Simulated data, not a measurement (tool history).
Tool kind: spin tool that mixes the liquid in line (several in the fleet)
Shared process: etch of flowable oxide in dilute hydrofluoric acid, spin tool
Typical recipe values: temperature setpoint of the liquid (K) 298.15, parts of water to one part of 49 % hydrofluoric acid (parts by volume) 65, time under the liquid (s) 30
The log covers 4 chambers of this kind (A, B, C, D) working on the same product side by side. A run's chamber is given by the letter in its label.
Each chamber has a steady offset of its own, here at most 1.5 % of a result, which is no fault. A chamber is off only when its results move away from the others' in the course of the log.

| run | hour | temperature setpoint of the liquid (K) | parts of water to one part of 49 % hydrofluoric acid (parts by volume) | time under the liquid (s) | hours since the thermometer was replaced | hours since the hydrofluoric acid flow meter was replaced | read-back film thickness of the flowable oxide reference wafer, read on the same gauge (nm) | thickness taken off the flowable oxide on a monitor wafer (angstrom) |
|---|---|---|---|---|---|---|---|---|
|  | 2.9 | chamber A: hydrofluoric acid flow meter replaced |
| 1D | 3.8 | 298.15 | 65 | 30 | 1058.4 | 252.4 | 59.995 | 339.61 |
|  | 8.9 | chamber B: hydrofluoric acid flow meter replaced |
| 2C | 8.9 | 298.15 | 65 | 30 | 421.0 | 406.6 | 60.000 | 337.48 |
| 3A | 12.5 | 298.15 | 65 | 30 | 1259.9 | 9.6 | 59.991 | 345.06 |
| 4B | 17.7 | 298.15 | 65 | 30 | 346.4 | 8.9 | 59.993 | 335.91 |
| 5C | 22.7 | 298.15 | 65 | 30 | 434.8 | 420.4 | 59.993 | 336.92 |
| 6D | 26.6 | 298.15 | 65 | 30 | 1081.2 | 275.2 | 59.978 | 337.53 |
| 7B | 31.5 | 298.15 | 65 | 30 | 360.2 | 22.7 | 59.980 | 331.34 |
| 8A | 36.3 | 298.15 | 65 | 30 | 1283.7 | 33.4 | 60.004 | 339.71 |
| 9D | 38.7 | 298.15 | 65 | 30 | 1093.3 | 287.3 | 59.996 | 336.91 |
| 10C | 41.2 | 298.15 | 65 | 30 | 453.3 | 438.9 | 60.003 | 335.77 |
| 11B | 45.2 | 298.15 | 40 | 30 | 373.9 | 36.4 | 60.020 | 558.09 |
| 12A | 50.1 | 298.15 | 40 | 30 | 1297.5 | 47.2 | 60.003 | 573.27 |
| 13C | 52.8 | 298.15 | 40 | 30 | 464.9 | 450.5 | 59.997 | 558.59 |
| 14B | 56.9 | 298.15 | 40 | 30 | 385.6 | 48.1 | 60.035 | 567.28 |
| 15D | 62.2 | 298.15 | 65 | 30 | 1116.8 | 310.8 | 60.007 | 339.19 |
| 16A | 67.0 | 298.15 | 65 | 30 | 1314.4 | 64.1 | 60.023 | 343.14 |
| 17D | 72.2 | 298.15 | 65 | 30 | 1126.8 | 320.8 | 60.011 | 337.62 |
| 18B | 77.1 | 298.15 | 65 | 40 | 405.8 | 68.3 | 60.005 | 468.19 |
| 19A | 79.5 | 298.15 | 65 | 40 | 1326.9 | 76.6 | 60.020 | 462.88 |
| 20C | 83.2 | 298.15 | 65 | 40 | 495.3 | 480.9 | 59.990 | 451.11 |
| 21C | 87.5 | 298.15 | 65 | 40 | 499.6 | 485.2 | 60.022 | 449.23 |
| 22A | 91.7 | 298.15 | 65 | 30 | 1339.1 | 88.8 | 60.006 | 348.12 |
| 23B | 96.4 | 298.15 | 65 | 30 | 425.1 | 87.6 | 59.996 | 359.36 |
| 24D | 100.5 | 298.15 | 65 | 30 | 1155.1 | 349.1 | 60.003 | 339.68 |

The same settings go to every chamber for the next run, one line per chamber below. Forecast the results for each:
| 25A | 104.3 | 298.15 | 50 | 30 |  |  |  | ? |
| 25B | 104.3 | 298.15 | 50 | 30 |  |  |  | ? |
| 25C | 104.3 | 298.15 | 50 | 30 |  |  |  | ? |
| 25D | 104.3 | 298.15 | 50 | 30 |  |  |  | ? |

| run | thickness taken off the flowable oxide on a monitor wafer (angstrom) |
|---|---|
| 25A | 455.74 |
| 25B | 477.62 |
| 25C | 447.49 |
| 25D | 448.85 |

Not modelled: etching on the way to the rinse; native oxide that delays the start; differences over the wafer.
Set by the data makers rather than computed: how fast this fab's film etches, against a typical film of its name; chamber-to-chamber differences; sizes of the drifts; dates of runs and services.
